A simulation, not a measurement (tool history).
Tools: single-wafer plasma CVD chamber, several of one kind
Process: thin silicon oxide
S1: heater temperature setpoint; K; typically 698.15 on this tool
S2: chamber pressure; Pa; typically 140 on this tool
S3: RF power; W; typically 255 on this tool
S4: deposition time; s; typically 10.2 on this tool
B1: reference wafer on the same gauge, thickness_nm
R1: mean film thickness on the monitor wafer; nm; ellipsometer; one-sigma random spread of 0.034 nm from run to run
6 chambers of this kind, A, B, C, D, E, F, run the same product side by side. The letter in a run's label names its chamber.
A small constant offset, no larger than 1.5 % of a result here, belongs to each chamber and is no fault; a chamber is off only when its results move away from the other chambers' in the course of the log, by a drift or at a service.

run	hour	S1	S2	S3	S4	B1	R1
1F	10.5	698.15	140	255	10.2	22.594	21.440
2E	24.1	698.15	140	255	10.2	22.616	21.284
3D	34.1	698.15	140	255	10.2	22.617	21.520
4B	44.8	698.15	140	255	10.2	22.613	21.156
5C	56.7	692.15	140	255	11.4	22.627	23.855
6A	67.4	692.15	140	255	11.4	22.625	24.065
7D	78.5	692.15	140	255	11.4	22.635	24.252
8F	85.4	692.15	140	255	11.4	22.624	24.127
9B	93.2	692.15	140	255	11.4	22.634	23.736
10A	100.4	692.15	140	255	11.4	22.646	24.100
11E	108.7	698.15	172	255	8.2	22.629	19.317
12C	117.6	698.15	172	255	8.2	22.647	19.243
13B	126.7	698.15	172	255	8.2	22.653	19.249
14C	139.7	698.15	172	255	8.2	22.645	19.287
15F	149.4	698.15	172	255	8.2	22.661	19.540
16E	160.7	698.15	172	255	8.2	22.659	19.392
17D	167.9	687.15	120	255	10.2	22.658	19.376
18A	180.8	687.15	120	255	10.2	22.666	19.266
19F	189.5	687.15	120	255	10.2	22.665	19.317
20A	198.0	687.15	120	255	10.2	22.668	19.293
21C	208.2	687.15	120	255	10.2	22.668	19.175
22B	221.3	687.15	120	255	10.2	22.674	19.028
23D	230.1	698.15	140	255	10.2	22.681	21.577
24E	242.4	698.15	140	255	10.2	22.689	21.456
25A	252.5	698.15	140	255	10.2	22.682	21.508
26D	259.5	698.15	140	255	10.2	22.699	21.561
# hour 262.2: chamber A: thermocouple changed; heater temperature recalibrated
27C	269.1	698.15	140	255	10.2	22.699	21.397
28F	282.3	698.15	140	255	10.2	22.702	21.603
29E	291.4	698.15	140	255	10.2	22.703	21.434
30B	299.2	698.15	140	255	10.2	22.713	21.237
31D	311.0	698.15	140	255	10.2	22.716	21.610
32E	318.0	698.15	140	255	10.2	22.715	21.469
33C	326.5	698.15	140	255	10.2	22.717	21.338
34B	339.9	698.15	140	255	10.2	22.719	21.243
35F	353.7	698.15	140	255	10.2	22.723	21.664
36A	360.3	698.15	140	255	10.2	22.733	21.578
37B	370.5	698.15	140	255	10.2	22.729	21.284
38A	381.4	698.15	140	255	10.2	22.731	21.534
39D	390.6	698.15	140	255	10.2	22.734	21.679
40F	399.7	698.15	140	255	10.2	22.745	21.643

Decide between three cases: one chamber stands off from its peers, the gauge reading all wafers drifts, or nothing is wrong past each chamber's small offset. Where a chamber is off, say which and what most likely put it there.

No chamber is off; the gauge reading every chamber's wafers drifts, which makes the whole fleet appear to move together.
Cause: gauge reads high (%) = 0.652.
